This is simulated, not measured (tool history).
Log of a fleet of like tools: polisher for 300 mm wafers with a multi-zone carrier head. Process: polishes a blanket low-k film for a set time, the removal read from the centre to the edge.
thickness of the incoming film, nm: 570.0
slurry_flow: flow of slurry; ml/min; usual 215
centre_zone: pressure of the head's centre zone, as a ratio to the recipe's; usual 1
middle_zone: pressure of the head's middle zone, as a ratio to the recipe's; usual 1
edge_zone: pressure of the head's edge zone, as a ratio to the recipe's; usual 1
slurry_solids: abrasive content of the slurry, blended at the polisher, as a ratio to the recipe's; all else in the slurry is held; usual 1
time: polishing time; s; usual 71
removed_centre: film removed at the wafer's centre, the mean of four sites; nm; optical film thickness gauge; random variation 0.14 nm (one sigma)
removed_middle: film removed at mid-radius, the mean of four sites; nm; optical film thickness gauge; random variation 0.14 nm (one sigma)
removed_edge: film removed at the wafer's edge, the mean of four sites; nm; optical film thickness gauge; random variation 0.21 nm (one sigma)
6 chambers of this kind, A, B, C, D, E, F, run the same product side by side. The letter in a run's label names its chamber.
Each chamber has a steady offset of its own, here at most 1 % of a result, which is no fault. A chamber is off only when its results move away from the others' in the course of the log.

At hour 4.5: chamber F: worn pad replaced by a new one.
Run 1A, hour 11.7: usual settings. Result: removed_centre 16.065 nm, removed_middle 16.059 nm, removed_edge 16.225 nm.
At hour 14.1: chamber D: worn pad replaced by a new one.
Run 2D, hour 22.7: usual settings. Result: removed_centre 15.587 nm, removed_middle 15.955 nm, removed_edge 15.91 nm.
Run 3E, hour 29.8: usual settings. Result: removed_centre 15.912 nm, removed_middle 16.076 nm, removed_edge 16.469 nm.
Run 4B, hour 37.5: usual settings. Result: removed_centre 16.097 nm, removed_middle 15.859 nm, removed_edge 16.093 nm.
At hour 41.6: chamber A: worn pad replaced by a new one.
Run 5C, hour 46.9: usual settings. Result: removed_centre 15.701 nm, removed_middle 16.04 nm, removed_edge 15.884 nm.
At hour 55.2: chamber E: worn pad replaced by a new one.
At hour 58.7: chamber A: slurry nozzle cleaned.
Run 6F, hour 59.7: usual settings but middle_zone 1.05. Result: removed_centre 16.368 nm, removed_middle 16.47 nm, removed_edge 16.361 nm.
Run 7B, hour 68: usual settings but middle_zone 1.05. Result: removed_centre 15.98 nm, removed_middle 17.014 nm, removed_edge 15.386 nm.
Run 8A, hour 79.5: usual settings but middle_zone 1.05. Result: removed_centre 15.635 nm, removed_middle 16.996 nm, removed_edge 15.748 nm.
Run 9D, hour 87.8: usual settings but middle_zone 1.05. Result: removed_centre 15.747 nm, removed_middle 16.596 nm, removed_edge 15.75 nm.
At hour 89.1: chamber D: worn pad replaced by a new one.
At hour 91.8: chamber F: slurry nozzle cleaned.
Run 10F, hour 97.2: usual settings but middle_zone 1.05. Result: removed_centre 16.291 nm, removed_middle 16.555 nm, removed_edge 15.714 nm.
Run 11C, hour 106.5: usual settings but middle_zone 1.05. Result: removed_centre 15.659 nm, removed_middle 16.746 nm, removed_edge 16.055 nm.
At hour 112.3: chamber B: worn pad replaced by a new one.
Run 12E, hour 119.2: usual settings but slurry_solids 1.2. Result: removed_centre 17.089 nm, removed_middle 17.389 nm, removed_edge 17.088 nm.
At hour 126.3: chamber B: slurry nozzle cleaned.
Run 13B, hour 130.3: usual settings but slurry_solids 1.2. Result: removed_centre 17.386 nm, removed_middle 17.321 nm, removed_edge 16.561 nm.
At hour 131.2: chamber F: worn pad replaced by a new one.
At hour 137.2: chamber C: worn pad replaced by a new one.
Run 14E, hour 142.5: usual settings but slurry_solids 1.2. Result: removed_centre 16.833 nm, removed_middle 17.341 nm, removed_edge 17.311 nm.
At hour 146.2: chamber D: centre zone pressure recalibrated.
Run 15F, hour 148.2: usual settings but slurry_solids 1.2. Result: removed_centre 17.539 nm, removed_middle 17.018 nm, removed_edge 17.374 nm.
Run 16D, hour 157.3: usual settings but slurry_solids 1.2. Result: removed_centre 14.887 nm, removed_middle 17.4 nm, removed_edge 17.067 nm.
Run 17C, hour 165.5: usual settings but slurry_solids 1.2. Result: removed_centre 17.228 nm, removed_middle 17.237 nm, removed_edge 17.159 nm.
At hour 168.9: chamber D: slurry nozzle cleaned.
At hour 170.9: chamber D: worn pad replaced by a new one.
At hour 171.3: chamber B: edge zone pressure recalibrated.
Run 18A, hour 173.8: usual settings. Result: removed_centre 15.766 nm, removed_middle 16.194 nm, removed_edge 15.913 nm.
At hour 184.4: chamber E: worn pad replaced by a new one.
Run 19C, hour 185.4: usual settings. Result: removed_centre 15.867 nm, removed_middle 15.95 nm, removed_edge 15.744 nm.
At hour 186.5: chamber A: worn pad replaced by a new one.
Run 20A, hour 197.4: usual settings. Result: removed_centre 16.076 nm, removed_middle 15.994 nm, removed_edge 16.079 nm.
At hour 201.7: chamber E: edge zone pressure recalibrated.
Run 21B, hour 204.1: usual settings. Result: removed_centre 16.287 nm, removed_middle 15.892 nm, removed_edge 15.651 nm.
Run 22D, hour 212.2: usual settings but centre_zone 1.05, edge_zone 1.09. Result: removed_centre 14.813 nm, removed_middle 15.962 nm, removed_edge 16.794 nm.
At hour 221: chamber A: edge zone pressure recalibrated.
Run 23E, hour 221.7: usual settings but centre_zone 1.05, edge_zone 1.09. Result: removed_centre 16.862 nm, removed_middle 15.886 nm, removed_edge 17.201 nm.
Run 24F, hour 230.2: usual settings but centre_zone 1.05, edge_zone 1.09. Result: removed_centre 17.001 nm, removed_middle 15.825 nm, removed_edge 16.592 nm.
At hour 239: chamber F: worn pad replaced by a new one.
Run 25F, hour 239.5: usual settings but centre_zone 1.05, edge_zone 1.09. Result: removed_centre 16.954 nm, removed_middle 15.867 nm, removed_edge 16.449 nm.
At hour 247.1: chamber D: worn pad replaced by a new one.
Run 26D, hour 248.7: usual settings but centre_zone 1.05, edge_zone 1.09. Result: removed_centre 15.097 nm, removed_middle 15.81 nm, removed_edge 16.334 nm.
At hour 254.2: chamber B: worn pad replaced by a new one.
Run 27A, hour 258: usual settings but centre_zone 1.05, edge_zone 1.09. Result: removed_centre 16.598 nm, removed_middle 15.958 nm, removed_edge 16.887 nm.
At hour 258.3: chamber E: slurry nozzle cleaned.
Run 28C, hour 271: usual settings. Result: removed_centre 15.926 nm, removed_middle 15.922 nm, removed_edge 16.051 nm.
At hour 273.2: chamber C: centre zone pressure recalibrated.
At hour 273.5: chamber E: centre zone pressure recalibrated.
Run 29B, hour 281: usual settings. Result: removed_centre 16.144 nm, removed_middle 16.005 nm, removed_edge 15.804 nm.
Run 30E, hour 287.1: usual settings. Result: removed_centre 16.153 nm, removed_middle 15.941 nm, removed_edge 15.812 nm.
Run 31B, hour 299.1: usual settings. Result: removed_centre 16.053 nm, removed_middle 15.884 nm, removed_edge 15.997 nm.
At hour 299.2: chamber E: worn pad replaced by a new one.
Run 32E, hour 305.7: usual settings. Result: removed_centre 15.924 nm, removed_middle 15.442 nm, removed_edge 16.028 nm.
Run 33A, hour 316.8: usual settings. Result: removed_centre 16.114 nm, removed_middle 16.12 nm, removed_edge 16.083 nm.
Run 34F, hour 323.5: usual settings. Result: removed_centre 16.067 nm, removed_middle 15.78 nm, removed_edge 15.68 nm.
At hour 326.1: chamber D: worn pad replaced by a new one.
Run 35D, hour 336.4: usual settings but slurry_solids 1.15. Result: removed_centre 14.945 nm, removed_middle 17.035 nm, removed_edge 16.91 nm.
At hour 341.3: chamber C: worn pad replaced by a new one.
Run 36C, hour 346.9: usual settings but slurry_solids 1.15. Result: removed_centre 17.12 nm, removed_middle 17.02 nm, removed_edge 17.063 nm.
Run 37D, hour 353.9: usual settings but slurry_solids 1.15. Result: removed_centre 14.682 nm, removed_middle 16.896 nm, removed_edge 16.813 nm.
Run 38E, hour 365.2: usual settings but slurry_solids 1.15. Result: removed_centre 17.002 nm, removed_middle 16.876 nm, removed_edge 17.084 nm.

Next, every chamber runs the same settings. What will each give?
Run 39A, hour 374.5: usual settings. Result: removed_centre ?, removed_middle ?, removed_edge ?.
Run 39B, hour 374.5: usual settings. Result: removed_centre ?, removed_middle ?, removed_edge ?.
Run 39C, hour 374.5: usual settings. Result: removed_centre ?, removed_middle ?, removed_edge ?.
Run 39D, hour 374.5: usual settings. Result: removed_centre ?, removed_middle ?, removed_edge ?.
Run 39E, hour 374.5: usual settings. Result: removed_centre ?, removed_middle ?, removed_edge ?.
Run 39F, hour 374.5: usual settings. Result: removed_centre ?, removed_middle ?, removed_edge ?.

run  removed_centre  removed_middle  removed_edge
39A          15.711          16.137        15.952
39B          16.101           15.63        15.495
39C          15.882          15.982        15.896
39D          14.064          16.121        15.925
39E          15.555           15.83        15.709
39F          15.752          15.495          15.9
